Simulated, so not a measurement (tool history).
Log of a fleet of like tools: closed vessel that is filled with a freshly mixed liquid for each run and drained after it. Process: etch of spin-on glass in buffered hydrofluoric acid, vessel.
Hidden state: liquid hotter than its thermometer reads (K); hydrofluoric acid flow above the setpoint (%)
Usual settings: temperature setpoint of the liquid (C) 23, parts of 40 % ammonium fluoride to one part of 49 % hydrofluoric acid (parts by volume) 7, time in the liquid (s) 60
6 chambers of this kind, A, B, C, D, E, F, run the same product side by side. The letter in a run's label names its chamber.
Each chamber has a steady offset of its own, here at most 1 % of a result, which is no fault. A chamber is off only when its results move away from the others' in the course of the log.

| run | hour | temperature setpoint of the liquid (C) | parts of 40 % ammonium fluoride to one part of 49 % hydrofluoric acid (parts by volume) | time in the liquid (s) | hours since the thermometer was replaced | hours since the hydrofluoric acid flow meter was replaced | read-back film thickness of the spin-on glass reference wafer, read on the same gauge (nm) | thickness taken off the spin-on glass on a monitor wafer (Å) |
|---|---|---|---|---|---|---|---|---|
| 1A | 13.1 | 23 | 7 | 60 | 870.9 | 93.4 | 60.009 | 3789.1 |
| 2D | 20.9 | 23 | 7 | 60 | 81 | 553.3 | 59.995 | 3820.4 |
| 3B | 32.3 | 23 | 7 | 60 | 280.6 | 1273.8 | 60.019 | 3805.9 |
| 4E | 45.9 | 23 | 7 | 60 | 405.6 | 240.2 | 59.996 | 3816 |
| 5F | 56.8 | 23 | 7 | 60 | 758.5 | 574.2 | 60.038 | 3832.4 |
| 6C | 66.1 | 23 | 5 | 50 | 1354.6 | 1379.1 | 59.977 | 4219.5 |
| 7A | 76.4 | 23 | 5 | 50 | 934.2 | 156.7 | 60.039 | 4270.1 |
| 8B | 89.4 | 23 | 5 | 50 | 337.7 | 1330.9 | 59.961 | 4207.2 |
| 9D | 98.2 | 23 | 5 | 50 | 158.3 | 630.6 | 60.009 | 4189.5 |
| 10F | 107.5 | 23 | 5 | 50 | 809.2 | 624.9 | 59.987 | 4208.9 |
| 11C | 122.2 | 23 | 5 | 50 | 1410.7 | 1435.2 | 59.995 | 4234.7 |
| 12E | 137.9 | 23 | 7 | 60 | 497.6 | 332.2 | 60.009 | 3807.3 |
| 13F | 153.2 | 23 | 7 | 60 | 854.9 | 670.6 | 60.015 | 3826.3 |
| 14A | 161.9 | 23 | 7 | 85 | 1019.7 | 242.2 | 59.985 | 5392.5 |
| 15C | 177.8 | 23 | 7 | 85 | 1466.3 | 1490.8 | 59.998 | 5349.2 |
| 16B | 188.5 | 23 | 7 | 85 | 436.8 | 1430 | 60.01 | 5453.4 |
| 17E | 203.9 | 23 | 7 | 85 | 563.6 | 398.2 | 59.992 | 5395.8 |
| 18D | 220.3 | 23 | 7 | 85 | 280.4 | 752.7 | 59.982 | 5374.9 |
| 19D | 234.6 | 23 | 7 | 85 | 294.7 | 767 | 59.983 | 5395.2 |
| 20B | 241.9 | 23 | 7 | 60 | 490.2 | 1483.4 | 59.983 | 3831.8 |
| 21E | 251.7 | 23 | 7 | 60 | 611.4 | 446 | 59.994 | 3833.3 |
| 22F | 266.6 | 23 | 7 | 60 | 968.3 | 784 | 60.026 | 3819.9 |
| 23A | 275.9 | 23 | 5 | 35 | 1133.7 | 356.2 | 60.027 | 2963.2 |
| 24C | 290 | 23 | 5 | 35 | 1578.5 | 1603 | 59.973 | 2965 |
| 25C | 297.4 | 23 | 5 | 35 | 1585.9 | 1610.4 | 60.014 | 2955 |
| 26A | 307.3 | 23 | 5 | 35 | 1165.1 | 387.6 | 60.02 | 2973.9 |
|  | 312.8 | chamber C: hydrofluoric acid flow meter replaced |
| 27F | 318 | 23 | 5 | 35 | 1019.7 | 835.4 | 60.015 | 2963.5 |
| 28E | 326.3 | 23 | 5 | 35 | 686 | 520.6 | 59.984 | 2989.4 |
| 29B | 337 | 23 | 7 | 85 | 585.3 | 1578.5 | 60.005 | 5443.2 |
| 30D | 352.6 | 23 | 7 | 85 | 412.7 | 885 | 60.004 | 5377.4 |
| 31F | 361.5 | 23 | 7 | 85 | 1063.2 | 878.9 | 59.98 | 5375.2 |
| 32C | 373.9 | 23 | 7 | 85 | 1662.4 | 61.1 | 60.015 | 5350.3 |
| 33D | 384.6 | 23 | 7 | 85 | 444.7 | 917 | 60.004 | 5369.7 |
| 34E | 393.7 | 23 | 7 | 85 | 753.4 | 588 | 59.972 | 5423.6 |
| 35B | 402.1 | 23 | 7 | 60 | 650.4 | 1643.6 | 60.012 | 3904.3 |
| 36A | 414.9 | 23 | 7 | 60 | 1272.7 | 495.2 | 59.992 | 3810.4 |

All 6 chambers run these settings next. Forecast each chamber's results:
| 37A | 426.7 | 23 | 7 | 40 |  |  |  | ? |
| 37B | 426.7 | 23 | 7 | 40 |  |  |  | ? |
| 37C | 426.7 | 23 | 7 | 40 |  |  |  | ? |
| 37D | 426.7 | 23 | 7 | 40 |  |  |  | ? |
| 37E | 426.7 | 23 | 7 | 40 |  |  |  | ? |
| 37F | 426.7 | 23 | 7 | 40 |  |  |  | ? |

| run | thickness taken off the spin-on glass on a monitor wafer (Å) |
|---|---|
| 37A | 2532.3 |
| 37B | 2597.2 |
| 37C | 2538.4 |
| 37D | 2551.6 |
| 37E | 2556.9 |
| 37F | 2547 |
